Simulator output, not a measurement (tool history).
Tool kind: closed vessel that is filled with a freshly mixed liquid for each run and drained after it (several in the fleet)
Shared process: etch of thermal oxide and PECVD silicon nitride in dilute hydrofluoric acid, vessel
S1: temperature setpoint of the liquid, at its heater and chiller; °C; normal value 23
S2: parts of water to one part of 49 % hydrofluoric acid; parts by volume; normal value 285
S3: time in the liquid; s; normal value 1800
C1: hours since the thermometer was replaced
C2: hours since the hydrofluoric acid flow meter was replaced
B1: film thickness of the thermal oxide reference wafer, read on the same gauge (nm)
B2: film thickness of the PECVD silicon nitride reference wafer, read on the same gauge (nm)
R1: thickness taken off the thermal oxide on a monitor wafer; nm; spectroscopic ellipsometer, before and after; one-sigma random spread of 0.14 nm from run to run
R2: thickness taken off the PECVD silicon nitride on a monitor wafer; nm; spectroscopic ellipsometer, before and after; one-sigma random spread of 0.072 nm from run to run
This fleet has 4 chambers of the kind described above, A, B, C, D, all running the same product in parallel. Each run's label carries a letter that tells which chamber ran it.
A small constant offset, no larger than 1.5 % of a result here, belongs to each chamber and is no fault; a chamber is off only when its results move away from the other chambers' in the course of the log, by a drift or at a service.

run 1D hour=13.4 | S1=23 S2=285 S3=1800 | C1=490.7 C2=1711.9 | B1=60.009 B2=139.97 | R1=25.446 R2=10.185
run 2C hour=26.4 | S1=23 S2=285 S3=1800 | C1=206.5 C2=726.5 | B1=59.995 B2=140.03 | R1=25.535 R2=10.258
run 3A hour=33.8 | S1=23 S2=285 S3=1800 | C1=267.4 C2=1443 | B1=60.042 B2=140.02 | R1=25.076 R2=10.205
run 4B hour=40.5 | S1=23 S2=285 S3=1800 | C1=586 C2=1292.7 | B1=60.026 B2=140.01 | R1=25.47 R2=10.214
run 5D hour=53.8 | S1=23 S2=285 S3=1800 | C1=531.1 C2=1752.3 | B1=60.001 B2=140.03 | R1=25.433 R2=10.179
run 6B hour=63.8 | S1=23 S2=285 S3=1800 | C1=609.3 C2=1316 | B1=60.008 B2=140 | R1=25.359 R2=10.383
run 7C hour=70.3 | S1=23 S2=285 S3=1800 | C1=250.4 C2=770.4 | B1=60 B2=140.01 | R1=25.419 R2=10.177
run 8A hour=80.6 | S1=23 S2=285 S3=1800 | C1=314.2 C2=1489.8 | B1=59.991 B2=139.99 | R1=25.242 R2=10.25
run 9B hour=86.4 | S1=23 S2=285 S3=1800 | C1=631.9 C2=1338.6 | B1=60.002 B2=140 | R1=25.596 R2=10.209
run 10C hour=99.8 | S1=23 S2=285 S3=1800 | C1=279.9 C2=799.9 | B1=60.026 B2=140 | R1=25.302 R2=10.311
run 11D hour=109.7 | S1=23 S2=285 S3=1800 | C1=587 C2=1808.2 | B1=60.002 B2=140.02 | R1=25.396 R2=10.246
run 12A hour=117.3 | S1=23 S2=285 S3=1800 | C1=350.9 C2=1526.5 | B1=60.018 B2=140.03 | R1=24.821 R2=10.328
run 13D hour=128.5 | S1=23 S2=285 S3=1800 | C1=605.8 C2=1827 | B1=60.005 B2=140.01 | R1=25.545 R2=10.271
run 14C hour=138.7 | S1=23 S2=285 S3=1800 | C1=318.8 C2=838.8 | B1=60.006 B2=140.03 | R1=25.284 R2=10.38
run 15B hour=144.8 | S1=23 S2=285 S3=1800 | C1=690.3 C2=1397 | B1=60.035 B2=140.01 | R1=25.269 R2=10.323
run 16A hour=155 | S1=23 S2=285 S3=1800 | C1=388.6 C2=1564.2 | B1=59.97 B2=140 | R1=24.666 R2=10.155
run 17A hour=168.2 | S1=25 S2=235 S3=1800 | C1=401.8 C2=1577.4 | B1=59.971 B2=140.03 | R1=33.061 R2=13.598
-- hour=173.4 chamber C: hydrofluoric acid flow meter replaced
run 18B hour=174.4 | S1=25 S2=235 S3=1800 | C1=719.9 C2=1426.6 | B1=60.019 B2=140.02 | R1=34.929 R2=14.109
run 19C hour=185.3 | S1=25 S2=235 S3=1800 | C1=365.4 C2=12 | B1=60.015 B2=140 | R1=34.439 R2=13.976
run 20D hour=192 | S1=25 S2=235 S3=1800 | C1=669.3 C2=1890.5 | B1=59.98 B2=140 | R1=34.714 R2=13.996
run 21A hour=205.4 | S1=23 S2=285 S3=2455 | C1=439 C2=1614.6 | B1=59.996 B2=140.02 | R1=33.086 R2=13.492
run 22D hour=216.9 | S1=23 S2=285 S3=2455 | C1=694.2 C2=1915.4 | B1=60.02 B2=140.02 | R1=34.336 R2=14.006
run 23C hour=227.6 | S1=23 S2=285 S3=2455 | C1=407.7 C2=54.3 | B1=59.967 B2=139.98 | R1=34.222 R2=14.135
run 24B hour=239.5 | S1=23 S2=285 S3=2455 | C1=785 C2=1491.7 | B1=59.986 B2=140 | R1=34.705 R2=13.966
run 25D hour=250.1 | S1=23 S2=285 S3=1800 | C1=727.4 C2=1948.6 | B1=59.997 B2=140.01 | R1=25.439 R2=10.153

Next, every chamber runs the same settings. What will each give?
run 26A hour=259.8 | S1=25 S2=285 S3=1800 | R1=? R2=?
run 26B hour=259.8 | S1=25 S2=285 S3=1800 | R1=? R2=?
run 26C hour=259.8 | S1=25 S2=285 S3=1800 | R1=? R2=?
run 26D hour=259.8 | S1=25 S2=285 S3=1800 | R1=? R2=?

run=26A R1=25.283 R2=11.014
run=26B R1=27.517 R2=11.575
run=26C R1=27.033 R2=11.666
run=26D R1=27.297 R2=11.622

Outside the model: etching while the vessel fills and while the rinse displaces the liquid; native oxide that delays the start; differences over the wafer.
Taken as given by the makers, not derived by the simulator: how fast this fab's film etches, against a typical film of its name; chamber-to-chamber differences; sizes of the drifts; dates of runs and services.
